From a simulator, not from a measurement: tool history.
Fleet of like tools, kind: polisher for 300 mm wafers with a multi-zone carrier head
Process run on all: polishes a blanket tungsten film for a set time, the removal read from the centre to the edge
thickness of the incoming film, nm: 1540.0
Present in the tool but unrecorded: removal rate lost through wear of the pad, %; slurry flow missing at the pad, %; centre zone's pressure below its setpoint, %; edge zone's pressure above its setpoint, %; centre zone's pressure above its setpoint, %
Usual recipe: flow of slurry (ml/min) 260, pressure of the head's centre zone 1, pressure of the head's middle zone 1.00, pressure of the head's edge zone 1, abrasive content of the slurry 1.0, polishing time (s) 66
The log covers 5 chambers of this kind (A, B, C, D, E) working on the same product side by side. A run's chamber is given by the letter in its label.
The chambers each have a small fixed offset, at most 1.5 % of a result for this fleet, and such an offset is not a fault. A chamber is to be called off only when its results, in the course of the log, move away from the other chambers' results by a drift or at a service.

| run | hour | flow of slurry (ml/min) | pressure of the head's centre zone | pressure of the head's middle zone | pressure of the head's edge zone | abrasive content of the slurry | polishing time (s) | wafers polished on this pad | hours since the slurry nozzle was cleaned | hours since the centre zone pressure was calibrated | hours since the edge zone pressure was calibrated | film removed at the wafer's centre (angstrom) | film removed at mid-radius (angstrom) | film removed at the wafer's edge (angstrom) |
|---|---|---|---|---|---|---|---|---|---|---|---|---|---|---|
|  | 1.0 | chamber B: worn pad replaced by a new one |
|  | 3.7 | chamber C: worn pad replaced by a new one |
| 1C | 12.0 | 260 | 1 | 1.00 | 1 | 1.0 | 66 | 108 | 101.2 | 251.5 | 314.7 | 2256.4 | 2259.2 | 2256.1 |
|  | 16.9 | chamber D: worn pad replaced by a new one |
| 2B | 18.5 | 260 | 1 | 1.00 | 1 | 1.0 | 66 | 226 | 72.2 | 851.2 | 361.3 | 2296.8 | 2231.9 | 2302.6 |
| 3E | 30.4 | 260 | 1 | 1.00 | 1 | 1.0 | 66 | 971 | 579.1 | 395.3 | 448.2 | 2284.5 | 2269.8 | 2327.0 |
|  | 34.4 | chamber E: slurry nozzle cleaned |
| 4A | 40.3 | 260 | 1 | 1.00 | 1 | 1.0 | 66 | 766 | 797.6 | 1110.2 | 722.9 | 2299.4 | 2267.1 | 2283.2 |
| 5D | 50.5 | 260 | 1 | 1.00 | 1 | 1.0 | 66 | 433 | 108.8 | 857.5 | 1029.3 | 2290.1 | 2250.9 | 2268.4 |
|  | 59.0 | chamber B: worn pad replaced by a new one |
| 6E | 62.7 | 260 | 1 | 1.00 | 1 | 1.0 | 66 | 1387 | 28.4 | 427.6 | 480.5 | 2292.8 | 2275.8 | 2294.3 |
|  | 64.0 | chamber B: centre zone pressure recalibrated |
|  | 65.3 | chamber A: slurry nozzle cleaned |
|  | 66.3 | chamber E: worn pad replaced by a new one |
|  | 69.7 | chamber A: worn pad replaced by a new one |
| 7B | 74.5 | 260 | 1 | 1.00 | 1 | 1.0 | 66 | 200 | 128.2 | 10.5 | 417.3 | 2286.5 | 2252.8 | 2269.7 |
| 8C | 85.8 | 260 | 1 | 1.00 | 1 | 1.0 | 66 | 1058 | 175.0 | 325.3 | 388.5 | 2230.1 | 2307.3 | 2293.5 |
|  | 86.1 | chamber D: worn pad replaced by a new one |
|  | 92.9 | chamber D: edge zone pressure recalibrated |
| 9D | 97.0 | 260 | 1 | 1.00 | 1 | 1.0 | 66 | 141 | 155.3 | 904.0 | 4.1 | 2273.2 | 2264.0 | 2291.6 |
| 10A | 108.2 | 260 | 1 | 1.00 | 1 | 1.0 | 66 | 495 | 42.9 | 1178.1 | 790.8 | 2318.3 | 2259.7 | 2250.6 |
|  | 115.5 | chamber B: worn pad replaced by a new one |
| 11D | 118.0 | 260 | 1 | 1.00 | 1 | 1.0 | 66 | 412 | 176.3 | 925.0 | 25.1 | 2321.0 | 2288.7 | 2276.7 |
| 12C | 125.9 | 260 | 1 | 1.00 | 1 | 1.0 | 66 | 1574 | 215.1 | 365.4 | 428.6 | 2228.8 | 2255.4 | 2197.4 |
|  | 132.1 | chamber C: worn pad replaced by a new one |
| 13B | 138.8 | 260 | 1 | 1.00 | 1 | 1.0 | 66 | 300 | 192.5 | 74.8 | 481.6 | 2296.0 | 2269.8 | 2222.2 |
|  | 138.9 | chamber C: edge zone pressure recalibrated |
|  | 143.3 | chamber A: centre zone pressure recalibrated |
| 14A | 150.5 | 260 | 1 | 1.00 | 1 | 1.0 | 66 | 1040 | 85.2 | 7.2 | 833.1 | 2129.3 | 2307.0 | 2271.7 |
|  | 157.1 | chamber D: worn pad replaced by a new one |
|  | 160.1 | chamber A: worn pad replaced by a new one |
| 15E | 161.7 | 260 | 1 | 1.00 | 1 | 1.0 | 66 | 1229 | 127.4 | 526.6 | 579.5 | 2270.4 | 2300.5 | 2292.3 |
|  | 167.0 | chamber B: worn pad replaced by a new one |
|  | 171.9 | chamber E: worn pad replaced by a new one |
| 16C | 173.4 | 260 | 1 | 1.00 | 1 | 1.2 | 66 | 532 | 262.6 | 412.9 | 34.6 | 2367.1 | 2368.7 | 2355.3 |
| 17A | 181.4 | 260 | 1 | 1.00 | 1 | 1.2 | 66 | 275 | 116.1 | 38.1 | 864.0 | 2205.2 | 2404.1 | 2360.6 |
| 18D | 188.1 | 260 | 1 | 1.00 | 1 | 1.2 | 66 | 400 | 246.4 | 995.1 | 95.2 | 2374.4 | 2338.4 | 2428.6 |
|  | 195.6 | chamber A: edge zone pressure recalibrated |
| 19B | 198.7 | 260 | 1 | 1.00 | 1 | 1.2 | 66 | 409 | 252.4 | 134.7 | 541.5 | 2398.2 | 2364.9 | 2318.5 |
| 20E | 207.9 | 260 | 1 | 1.00 | 1 | 1.2 | 66 | 464 | 173.6 | 572.8 | 625.7 | 2391.7 | 2362.5 | 2364.0 |
| 21C | 216.8 | 260 | 1 | 1.00 | 1 | 1.0 | 66 | 1091 | 306.0 | 456.3 | 78.0 | 2270.8 | 2295.5 | 2276.9 |
| 22A | 223.2 | 260 | 1 | 1.00 | 1 | 1.0 | 66 | 813 | 157.9 | 79.9 | 27.6 | 2120.6 | 2300.3 | 2264.5 |
|  | 224.6 | chamber B: worn pad replaced by a new one |
|  | 229.3 | chamber D: worn pad replaced by a new one |
| 23B | 233.5 | 260 | 1 | 1.00 | 1 | 0.7 | 66 | 115 | 287.2 | 169.5 | 576.3 | 2136.1 | 2089.1 | 2100.7 |
| 24E | 239.2 | 260 | 1 | 1.00 | 1 | 0.7 | 66 | 867 | 204.9 | 604.1 | 657.0 | 2106.1 | 2099.4 | 2092.8 |
|  | 240.2 | chamber A: worn pad replaced by a new one |
|  | 241.2 | chamber B: edge zone pressure recalibrated |
| 25D | 245.1 | 260 | 1 | 1.00 | 1 | 0.7 | 66 | 204 | 303.4 | 1052.1 | 152.2 | 2109.7 | 2073.8 | 2124.2 |
|  | 246.6 | chamber C: worn pad replaced by a new one |
| 26A | 254.8 | 260 | 1 | 1.00 | 1 | 0.7 | 66 | 189 | 189.5 | 111.5 | 59.2 | 1937.3 | 2114.2 | 2103.6 |
| 27C | 261.0 | 260 | 1 | 1.00 | 1 | 0.7 | 66 | 185 | 350.2 | 500.5 | 122.2 | 2099.9 | 2095.0 | 2090.9 |
|  | 271.2 | chamber E: worn pad replaced by a new one |
| 28B | 272.3 | 260 | 1 | 1.00 | 1 | 1.0 | 66 | 614 | 326.0 | 208.3 | 31.1 | 2304.6 | 2259.6 | 2324.8 |
| 29E | 278.2 | 260 | 1 | 1.00 | 1 | 1.0 | 66 | 90 | 243.9 | 643.1 | 696.0 | 2311.3 | 2284.9 | 2275.8 |
| 30D | 286.8 | 260 | 1 | 1.00 | 1 | 1.0 | 66 | 741 | 345.1 | 1093.8 | 193.9 | 2294.3 | 2263.3 | 2315.4 |
| 31C | 295.9 | 260 | 1 | 1.00 | 1 | 1.0 | 66 | 635 | 385.1 | 535.4 | 157.1 | 2256.6 | 2278.6 | 2253.0 |

One chamber off, gauge drift, or nothing amiss beyond the chambers' own small offsets? If it is a chamber, which one, and what is the likeliest cause?

Chamber A came out of a service off from its peers and stayed that way.
Likeliest cause: centre zone's pressure below its setpoint, % = 6.84.

Below are 4 candidate recipes for chamber A's next run, each the usual settings with a change, their results shown as question marks. Which of them brings A's results back in line with what the other chambers give on the usual settings?
In line means no further than this from the other chambers' mean on the usual settings: film removed at the wafer's centre (angstrom) 73.0; film removed at mid-radius (angstrom) 68.0; film removed at the wafer's edge (angstrom) 120.0
| 32A-1 | 305.4 | 260 | 0.99 | 1.00 | 1.00 | 1.0 | 66 |  |  |  |  | ? | ? | ? |
| 32A-2 | 305.4 | 255 | 0.94 | 1.02 | 1.02 | 1.0 | 65 |  |  |  |  | ? | ? | ? |
| 32A-3 | 305.4 | 260 | 1.01 | 1.00 | 1.00 | 1.0 | 66 |  |  |  |  | ? | ? | ? |
| 32A-4 | 305.4 | 265 | 1.06 | 0.98 | 0.98 | 1.0 | 67 |  |  |  |  | ? | ? | ? |

Usual-settings mean across the other chambers: film removed at the wafer's centre (angstrom) 2280.0; film removed at mid-radius (angstrom) 2268.4; film removed at the wafer's edge (angstrom) 2273.4
| run | film removed at the wafer's centre (angstrom) | film removed at mid-radius (angstrom) | film removed at the wafer's edge (angstrom) |
|---|---|---|---|
| 32A-1 | 2092.2 | 2283.6 | 2274.8 |
| 32A-2 | 1941.4 | 2285.1 | 2259.0 |
| 32A-3 | 2138.8 | 2283.4 | 2274.8 |
| 32A-4 | 2294.4 | 2280.4 | 2289.7 |
32A-4 puts the chamber back in line with the other chambers.
